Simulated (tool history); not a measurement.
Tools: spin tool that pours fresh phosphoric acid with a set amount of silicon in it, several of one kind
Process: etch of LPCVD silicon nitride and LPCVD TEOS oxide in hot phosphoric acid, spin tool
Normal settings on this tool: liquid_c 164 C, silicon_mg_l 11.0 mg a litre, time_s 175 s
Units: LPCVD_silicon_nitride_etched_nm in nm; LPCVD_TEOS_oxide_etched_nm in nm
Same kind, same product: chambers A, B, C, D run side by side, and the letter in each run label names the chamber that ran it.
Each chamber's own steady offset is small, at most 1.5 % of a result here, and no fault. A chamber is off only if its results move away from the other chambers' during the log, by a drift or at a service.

run,day,liquid_c,silicon_mg_l,time_s,"read-back film thickness of the LPCVD silicon nitride reference wafer, read on the same gauge (nm)","read-back film thickness of the LPCVD TEOS oxide reference wafer, read on the same gauge (nm)",LPCVD_silicon_nitride_etched_nm,LPCVD_TEOS_oxide_etched_nm
1B,0.379,164,11.0,175,130.02,89.991,17.189,1.00410
2D,0.675,164,11.0,175,130.00,90.034,17.090,1.05040
3C,1.246,164,11.0,175,130.05,90.011,17.088,1.04540
4A,1.800,164,11.0,175,130.00,89.994,16.652,1.00320
5B,2.238,166,11.0,120,130.00,90.023,12.352,0.83847
6A,2.600,166,11.0,120,130.04,89.996,12.440,0.76305
7D,2.904,166,11.0,120,129.99,89.988,12.263,0.84421
8C,3.471,166,11.0,120,130.00,89.986,12.640,0.81274
9A,3.804,164,11.0,175,130.00,90.000,16.829,1.03950
10D,4.283,164,11.0,175,130.01,89.998,16.987,1.01500
# day 4.821: chamber A: thermometer replaced
11B,4.838,164,11.0,175,130.04,90.015,16.943,1.05900
12C,5.275,164,11.0,175,130.04,89.996,17.160,1.08650
13D,5.854,164,11.0,175,129.97,89.976,16.887,1.06040
14A,6.392,164,11.0,175,130.00,89.989,16.779,1.04620
15B,6.821,164,11.0,175,130.05,89.990,16.825,1.06390
16C,7.129,164,11.0,175,130.00,90.003,17.108,1.03140
17A,7.754,164,11.0,175,129.97,89.986,16.824,0.97830
18D,8.371,164,3.5,175,130.00,89.991,17.081,1.20880
19C,8.696,164,3.5,175,129.98,89.991,17.128,1.15740
20B,9.308,164,3.5,175,130.02,90.014,17.000,1.17010
21B,9.671,164,3.5,175,130.02,89.988,17.103,1.22650
22D,10.108,164,11.0,175,130.03,89.983,16.894,1.01010
23C,10.642,164,11.0,175,130.05,89.993,16.997,1.03540
24A,10.933,164,11.0,175,129.97,90.010,16.777,1.00230
# day 11.033: chamber C: dissolved silicon flow meter replaced
25D,11.250,164,11.0,175,129.98,89.986,17.034,1.00080
26C,11.771,164,11.0,175,129.99,89.995,17.115,1.04730
27B,12.138,164,11.0,175,129.98,89.993,17.008,1.05090
28A,12.504,164,11.0,175,129.96,89.992,16.786,1.03220
29B,13.033,164,11.0,175,130.03,89.997,17.085,1.07270
30A,13.358,164,11.0,175,129.96,89.987,16.868,1.08960
# day 13.733: chamber D: thermometer replaced
31D,13.788,164,11.0,175,130.00,89.987,16.852,1.04100
# day 14.062: chamber D: heated supply line repaired
32C,14.267,164,11.0,220,130.04,90.014,21.540,1.25600
33B,14.912,164,11.0,220,129.99,90.007,21.547,1.29930
34D,15.400,164,11.0,220,130.04,89.974,21.348,1.34420
35A,16.046,164,11.0,220,130.02,90.009,21.206,1.25420
36C,16.500,164,11.0,175,129.99,89.985,17.160,1.00650

Next, all 4 chambers run the settings below, one line each with question marks for the results. What does each chamber give?
37A,16.971,164,11.0,175,,,?,?
37B,16.971,164,11.0,175,,,?,?
37C,16.971,164,11.0,175,,,?,?
37D,16.971,164,11.0,175,,,?,?

run,LPCVD_silicon_nitride_etched_nm,LPCVD_TEOS_oxide_etched_nm
37A,16.984,1.00790
37B,17.224,0.99884
37C,17.231,1.02860
37D,16.962,1.03290
